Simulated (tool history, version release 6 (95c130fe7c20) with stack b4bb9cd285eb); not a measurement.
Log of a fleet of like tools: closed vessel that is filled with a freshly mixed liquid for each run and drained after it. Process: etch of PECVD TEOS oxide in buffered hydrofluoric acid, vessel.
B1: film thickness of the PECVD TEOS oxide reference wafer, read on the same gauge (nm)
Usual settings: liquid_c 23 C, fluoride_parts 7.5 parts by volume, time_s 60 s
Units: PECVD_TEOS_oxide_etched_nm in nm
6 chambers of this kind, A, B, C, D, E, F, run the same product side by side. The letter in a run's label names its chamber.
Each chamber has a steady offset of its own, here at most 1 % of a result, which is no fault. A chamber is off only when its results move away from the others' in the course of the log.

{"hour": 1.8, "done": "chamber A: thermometer replaced"}
{"hour": 2.3, "done": "chamber A: hydrofluoric acid flow meter replaced"}
{"run": "1D", "hour": 9.1, "liquid_c": 23, "fluoride_parts": 7.5, "time_s": 60, "B1": 49.982, "PECVD_TEOS_oxide_etched_nm": 90.698}
{"run": "2F", "hour": 23.6, "liquid_c": 23, "fluoride_parts": 7.5, "time_s": 60, "B1": 49.999, "PECVD_TEOS_oxide_etched_nm": 92.671}
{"run": "3C", "hour": 38.8, "liquid_c": 23, "fluoride_parts": 7.5, "time_s": 60, "B1": 49.992, "PECVD_TEOS_oxide_etched_nm": 91.683}
{"run": "4E", "hour": 51.2, "liquid_c": 23, "fluoride_parts": 7.5, "time_s": 60, "B1": 50.033, "PECVD_TEOS_oxide_etched_nm": 90.616}
{"run": "5A", "hour": 64.3, "liquid_c": 23, "fluoride_parts": 7.5, "time_s": 60, "B1": 50.023, "PECVD_TEOS_oxide_etched_nm": 91.824}
{"run": "6B", "hour": 76.0, "liquid_c": 23, "fluoride_parts": 7.5, "time_s": 35, "B1": 49.976, "PECVD_TEOS_oxide_etched_nm": 53.159}
{"run": "7A", "hour": 88.3, "liquid_c": 23, "fluoride_parts": 7.5, "time_s": 35, "B1": 49.976, "PECVD_TEOS_oxide_etched_nm": 53.833}
{"run": "8C", "hour": 97.7, "liquid_c": 23, "fluoride_parts": 7.5, "time_s": 35, "B1": 50.003, "PECVD_TEOS_oxide_etched_nm": 53.402}
{"run": "9D", "hour": 108.7, "liquid_c": 23, "fluoride_parts": 7.5, "time_s": 35, "B1": 50.004, "PECVD_TEOS_oxide_etched_nm": 54.254}
{"run": "10E", "hour": 121.7, "liquid_c": 23, "fluoride_parts": 7.5, "time_s": 35, "B1": 49.976, "PECVD_TEOS_oxide_etched_nm": 53.276}
{"run": "11F", "hour": 134.1, "liquid_c": 23, "fluoride_parts": 7.5, "time_s": 35, "B1": 49.983, "PECVD_TEOS_oxide_etched_nm": 54.331}
{"run": "12B", "hour": 143.5, "liquid_c": 23, "fluoride_parts": 7.5, "time_s": 60, "B1": 49.98, "PECVD_TEOS_oxide_etched_nm": 91.855}
{"run": "13A", "hour": 150.3, "liquid_c": 23, "fluoride_parts": 7.5, "time_s": 60, "B1": 49.991, "PECVD_TEOS_oxide_etched_nm": 92.313}
{"hour": 151.1, "done": "chamber D: thermometer replaced"}
{"run": "14D", "hour": 163.6, "liquid_c": 23, "fluoride_parts": 7.5, "time_s": 60, "B1": 49.971, "PECVD_TEOS_oxide_etched_nm": 92.791}
{"run": "15E", "hour": 176.6, "liquid_c": 23, "fluoride_parts": 7.5, "time_s": 60, "B1": 50.007, "PECVD_TEOS_oxide_etched_nm": 91.725}
{"hour": 185.1, "done": "chamber E: hydrofluoric acid flow meter replaced"}
{"run": "16C", "hour": 191.8, "liquid_c": 26, "fluoride_parts": 10.0, "time_s": 60, "B1": 50.036, "PECVD_TEOS_oxide_etched_nm": 83.13}
{"run": "17B", "hour": 206.8, "liquid_c": 26, "fluoride_parts": 10.0, "time_s": 60, "B1": 49.99, "PECVD_TEOS_oxide_etched_nm": 82.635}
{"run": "18F", "hour": 215.4, "liquid_c": 26, "fluoride_parts": 10.0, "time_s": 60, "B1": 50.017, "PECVD_TEOS_oxide_etched_nm": 83.956}
{"run": "19C", "hour": 226.1, "liquid_c": 26, "fluoride_parts": 10.0, "time_s": 60, "B1": 49.992, "PECVD_TEOS_oxide_etched_nm": 84.321}
{"hour": 235.8, "done": "chamber C: hydrofluoric acid flow meter replaced"}
{"run": "20B", "hour": 236.5, "liquid_c": 26, "fluoride_parts": 10.0, "time_s": 60, "B1": 49.981, "PECVD_TEOS_oxide_etched_nm": 82.862}
{"run": "21D", "hour": 244.9, "liquid_c": 26, "fluoride_parts": 10.0, "time_s": 60, "B1": 50.012, "PECVD_TEOS_oxide_etched_nm": 84.736}
{"run": "22A", "hour": 257.0, "liquid_c": 23, "fluoride_parts": 7.5, "time_s": 60, "B1": 49.993, "PECVD_TEOS_oxide_etched_nm": 91.679}
{"run": "23F", "hour": 266.3, "liquid_c": 23, "fluoride_parts": 7.5, "time_s": 85, "B1": 49.976, "PECVD_TEOS_oxide_etched_nm": 129.67}
{"run": "24E", "hour": 276.5, "liquid_c": 23, "fluoride_parts": 7.5, "time_s": 85, "B1": 49.995, "PECVD_TEOS_oxide_etched_nm": 129.07}
{"run": "25C", "hour": 286.9, "liquid_c": 23, "fluoride_parts": 7.5, "time_s": 85, "B1": 50.014, "PECVD_TEOS_oxide_etched_nm": 130.45}
{"run": "26A", "hour": 300.1, "liquid_c": 23, "fluoride_parts": 7.5, "time_s": 85, "B1": 49.999, "PECVD_TEOS_oxide_etched_nm": 130.9}
{"run": "27D", "hour": 310.3, "liquid_c": 23, "fluoride_parts": 7.5, "time_s": 85, "B1": 50.027, "PECVD_TEOS_oxide_etched_nm": 134.84}
{"run": "28E", "hour": 319.7, "liquid_c": 23, "fluoride_parts": 7.5, "time_s": 85, "B1": 49.994, "PECVD_TEOS_oxide_etched_nm": 129.74}
{"run": "29F", "hour": 328.7, "liquid_c": 23, "fluoride_parts": 7.5, "time_s": 60, "B1": 49.989, "PECVD_TEOS_oxide_etched_nm": 92.62}
{"run": "30B", "hour": 341.5, "liquid_c": 23, "fluoride_parts": 7.5, "time_s": 60, "B1": 50.026, "PECVD_TEOS_oxide_etched_nm": 92.021}
{"run": "31A", "hour": 352.3, "liquid_c": 23, "fluoride_parts": 7.5, "time_s": 60, "B1": 49.95, "PECVD_TEOS_oxide_etched_nm": 91.362}
{"run": "32C", "hour": 360.8, "liquid_c": 23, "fluoride_parts": 7.5, "time_s": 60, "B1": 49.999, "PECVD_TEOS_oxide_etched_nm": 91.543}
{"run": "33D", "hour": 371.7, "liquid_c": 23, "fluoride_parts": 7.5, "time_s": 60, "B1": 49.989, "PECVD_TEOS_oxide_etched_nm": 97.935}
{"run": "34E", "hour": 379.9, "liquid_c": 23, "fluoride_parts": 7.5, "time_s": 60, "B1": 50.018, "PECVD_TEOS_oxide_etched_nm": 90.744}
{"run": "35F", "hour": 391.3, "liquid_c": 23, "fluoride_parts": 7.5, "time_s": 60, "B1": 50.0, "PECVD_TEOS_oxide_etched_nm": 92.879}
{"run": "36B", "hour": 406.9, "liquid_c": 23, "fluoride_parts": 7.5, "time_s": 60, "B1": 50.016, "PECVD_TEOS_oxide_etched_nm": 92.221}
{"run": "37E", "hour": 416.3, "liquid_c": 23, "fluoride_parts": 7.5, "time_s": 60, "B1": 49.965, "PECVD_TEOS_oxide_etched_nm": 91.415}
{"hour": 424.1, "done": "chamber B: thermometer replaced"}
{"run": "38D", "hour": 430.9, "liquid_c": 25, "fluoride_parts": 7.5, "time_s": 60, "B1": 50.0, "PECVD_TEOS_oxide_etched_nm": 109.01}
{"run": "39A", "hour": 439.7, "liquid_c": 25, "fluoride_parts": 7.5, "time_s": 60, "B1": 50.001, "PECVD_TEOS_oxide_etched_nm": 101.36}
{"run": "40F", "hour": 451.1, "liquid_c": 25, "fluoride_parts": 7.5, "time_s": 60, "B1": 49.998, "PECVD_TEOS_oxide_etched_nm": 101.91}
{"run": "41B", "hour": 463.5, "liquid_c": 25, "fluoride_parts": 7.5, "time_s": 60, "B1": 49.992, "PECVD_TEOS_oxide_etched_nm": 104.1}
{"run": "42C", "hour": 473.7, "liquid_c": 25, "fluoride_parts": 7.5, "time_s": 60, "B1": 49.957, "PECVD_TEOS_oxide_etched_nm": 101.2}

Is one chamber off against the others, does the gauge drift, or is nothing wrong? If a chamber is off, say which, and what the likeliest cause is.

Chamber D drifts away from the others.
Cause: hydrofluoric acid flow above the setpoint (%) = 7.99.

Here are 4 candidates for chamber D's next run, each the usual settings with a change, their results left as question marks. Which one brings its results back in line with what the others give on the usual settings?
In line means no further than this from the other chambers' mean on the usual settings: PECVD_TEOS_oxide_etched_nm 2.400 nm
{"run": "43D-1", "hour": 484.9, "liquid_c": 22.5, "fluoride_parts": 7.5, "time_s": 60, "PECVD_TEOS_oxide_etched_nm": "?"}
{"run": "43D-2", "hour": 484.9, "liquid_c": 23.0, "fluoride_parts": 7.5, "time_s": 65, "PECVD_TEOS_oxide_etched_nm": "?"}
{"run": "43D-3", "hour": 484.9, "liquid_c": 23.5, "fluoride_parts": 7.5, "time_s": 60, "PECVD_TEOS_oxide_etched_nm": "?"}
{"run": "43D-4", "hour": 484.9, "liquid_c": 21.5, "fluoride_parts": 7.5, "time_s": 60, "PECVD_TEOS_oxide_etched_nm": "?"}

The other chambers' mean on the usual settings: PECVD_TEOS_oxide_etched_nm 91.957 nm
run=43D-1 PECVD_TEOS_oxide_etched_nm=96.413
run=43D-2 PECVD_TEOS_oxide_etched_nm=107.360
run=43D-3 PECVD_TEOS_oxide_etched_nm=101.850
run=43D-4 PECVD_TEOS_oxide_etched_nm=91.185
43D-4 brings the chamber back in line.
